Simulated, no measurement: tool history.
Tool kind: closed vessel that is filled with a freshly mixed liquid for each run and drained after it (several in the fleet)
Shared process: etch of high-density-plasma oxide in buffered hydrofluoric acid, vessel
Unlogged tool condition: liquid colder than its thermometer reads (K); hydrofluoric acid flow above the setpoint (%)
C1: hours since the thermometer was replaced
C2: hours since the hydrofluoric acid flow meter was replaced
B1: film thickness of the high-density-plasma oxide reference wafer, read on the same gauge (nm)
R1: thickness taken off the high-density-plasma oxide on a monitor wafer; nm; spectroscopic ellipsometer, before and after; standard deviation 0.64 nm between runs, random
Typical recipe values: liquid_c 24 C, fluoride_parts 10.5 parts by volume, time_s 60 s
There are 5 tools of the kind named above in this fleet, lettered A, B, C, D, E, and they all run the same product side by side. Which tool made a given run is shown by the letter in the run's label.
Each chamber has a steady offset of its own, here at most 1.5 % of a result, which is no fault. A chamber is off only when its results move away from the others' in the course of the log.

Run 1D, day 0.154: usual settings; C1 1927.9; C2 499.7; B1 79.980. Result: R1 72.470 nm.
Run 2C, day 0.300: usual settings; C1 437.0; C2 66.0; B1 80.012. Result: R1 72.451 nm.
Run 3E, day 0.458: usual settings; C1 1245.8; C2 778.2; B1 79.999. Result: R1 73.068 nm.
Run 4A, day 0.562: usual settings; C1 497.3; C2 1805.0; B1 80.033. Result: R1 73.540 nm.
Run 5B, day 0.742: usual settings; C1 370.6; C2 1901.2; B1 79.974. Result: R1 72.222 nm.
Run 6D, day 0.842: usual settings but liquid_c 22 C; C1 1944.4; C2 516.2; B1 80.009. Result: R1 64.518 nm.
Run 7B, day 1.008: usual settings but liquid_c 22 C; C1 377.0; C2 1907.6; B1 80.017. Result: R1 64.710 nm.
At day 1.079: chamber E: thermometer replaced.
Run 8A, day 1.104: usual settings but liquid_c 22 C; C1 510.3; C2 1818.0; B1 79.968. Result: R1 64.768 nm.
Run 9C, day 1.262: usual settings but liquid_c 22 C; C1 460.1; C2 89.1; B1 79.987. Result: R1 64.309 nm.
Run 10E, day 1.367: usual settings but liquid_c 22 C; C1 6.9; C2 800.0; B1 80.009. Result: R1 64.116 nm.
Run 11E, day 1.496: usual settings; C1 10.0; C2 803.1; B1 79.998. Result: R1 72.558 nm.
Run 12B, day 1.679: usual settings; C1 393.1; C2 1923.7; B1 80.000. Result: R1 73.248 nm.
Run 13A, day 1.771: usual settings but fluoride_parts 8.5 parts by volume, time_s 30 s; C1 526.3; C2 1834.0; B1 80.014. Result: R1 43.774 nm.
Run 14C, day 1.946: usual settings but fluoride_parts 8.5 parts by volume, time_s 30 s; C1 476.5; C2 105.5; B1 80.025. Result: R1 43.182 nm.
Run 15D, day 2.071: usual settings but fluoride_parts 8.5 parts by volume, time_s 30 s; C1 1973.9; C2 545.7; B1 80.025. Result: R1 42.650 nm.
Run 16A, day 2.242: usual settings but fluoride_parts 8.5 parts by volume, time_s 30 s; C1 537.6; C2 1845.3; B1 80.007. Result: R1 43.682 nm.
Run 17D, day 2.425: usual settings but fluoride_parts 8.5 parts by volume, time_s 30 s; C1 1982.4; C2 554.2; B1 79.996. Result: R1 43.033 nm.
Run 18E, day 2.604: usual settings but time_s 40 s; C1 36.6; C2 829.7; B1 79.992. Result: R1 48.477 nm.
Run 19C, day 2.750: usual settings but time_s 40 s; C1 495.8; C2 124.8; B1 79.971. Result: R1 47.536 nm.
Run 20B, day 2.904: usual settings but time_s 40 s; C1 422.5; C2 1953.1; B1 79.996. Result: R1 48.190 nm.
Run 21E, day 3.058: usual settings but time_s 40 s; C1 47.5; C2 840.6; B1 80.038. Result: R1 48.628 nm.
Run 22B, day 3.242: usual settings but time_s 40 s; C1 430.6; C2 1961.2; B1 80.018. Result: R1 48.526 nm.
Run 23A, day 3.342: usual settings; C1 564.0; C2 1871.7; B1 79.997. Result: R1 72.874 nm.
Run 24D, day 3.521: usual settings; C1 2008.7; C2 580.5; B1 80.005. Result: R1 69.193 nm.
Run 25C, day 3.625: usual settings; C1 516.8; C2 145.8; B1 79.982. Result: R1 71.234 nm.
Run 26D, day 3.750: usual settings; C1 2014.2; C2 586.0; B1 80.015. Result: R1 68.933 nm.
Run 27B, day 3.854: usual settings; C1 445.3; C2 1975.9; B1 80.009. Result: R1 72.924 nm.
Run 28A, day 3.950: usual settings; C1 578.6; C2 1886.3; B1 79.984. Result: R1 72.852 nm.
Run 29C, day 4.038: usual settings; C1 526.7; C2 155.7; B1 80.010. Result: R1 71.150 nm.
Run 30E, day 4.200: usual settings; C1 74.9; C2 868.0; B1 79.991. Result: R1 72.256 nm.
Run 31B, day 4.308: usual settings; C1 456.2; C2 1986.8; B1 79.966. Result: R1 73.860 nm.
Run 32D, day 4.458: usual settings; C1 2031.2; C2 603.0; B1 80.012. Result: R1 68.809 nm.
Run 33E, day 4.562: usual settings; C1 83.6; C2 876.7; B1 79.991. Result: R1 73.295 nm.
Run 34C, day 4.675: usual settings; C1 542.0; C2 171.0; B1 79.976. Result: R1 72.739 nm.
Run 35A, day 4.758: usual settings; C1 598.0; C2 1905.7; B1 80.007. Result: R1 72.002 nm.
Run 36E, day 4.842: usual settings; C1 90.3; C2 883.4; B1 79.983. Result: R1 71.002 nm.
Run 37C, day 4.954: usual settings but fluoride_parts 12.5 parts by volume; C1 548.7; C2 177.7; B1 79.999. Result: R1 60.536 nm.
Run 38D, day 5.092: usual settings but fluoride_parts 12.5 parts by volume; C1 2046.4; C2 618.2; B1 79.981. Result: R1 56.302 nm.
Run 39A, day 5.242: usual settings but fluoride_parts 12.5 parts by volume; C1 609.6; C2 1917.3; B1 79.990. Result: R1 62.313 nm.
Run 40B, day 5.329: usual settings but fluoride_parts 12.5 parts by volume; C1 480.7; C2 2011.3; B1 80.011. Result: R1 61.035 nm.
Run 41B, day 5.475: usual settings but fluoride_parts 12.5 parts by volume; C1 484.2; C2 2014.8; B1 79.999. Result: R1 61.435 nm.
Run 42C, day 5.662: usual settings; C1 565.7; C2 194.7; B1 79.989. Result: R1 71.727 nm.
Run 43E, day 5.825: usual settings; C1 113.9; C2 907.0; B1 79.998. Result: R1 72.562 nm.
Run 44A, day 5.971: usual settings; C1 627.1; C2 1934.8; B1 80.016. Result: R1 72.120 nm.

Each of the 5 chambers runs these same settings next. Fill in every chamber's results:
Run 45A, day 6.108: usual settings but fluoride_parts 12.5 parts by volume. Result: R1 ?.
Run 45B, day 6.108: usual settings but fluoride_parts 12.5 parts by volume. Result: R1 ?.
Run 45C, day 6.108: usual settings but fluoride_parts 12.5 parts by volume. Result: R1 ?.
Run 45D, day 6.108: usual settings but fluoride_parts 12.5 parts by volume. Result: R1 ?.
Run 45E, day 6.108: usual settings but fluoride_parts 12.5 parts by volume. Result: R1 ?.

run      R1
45A  61.627
45B  61.320
45C  60.111
45D  56.302
45E  61.054
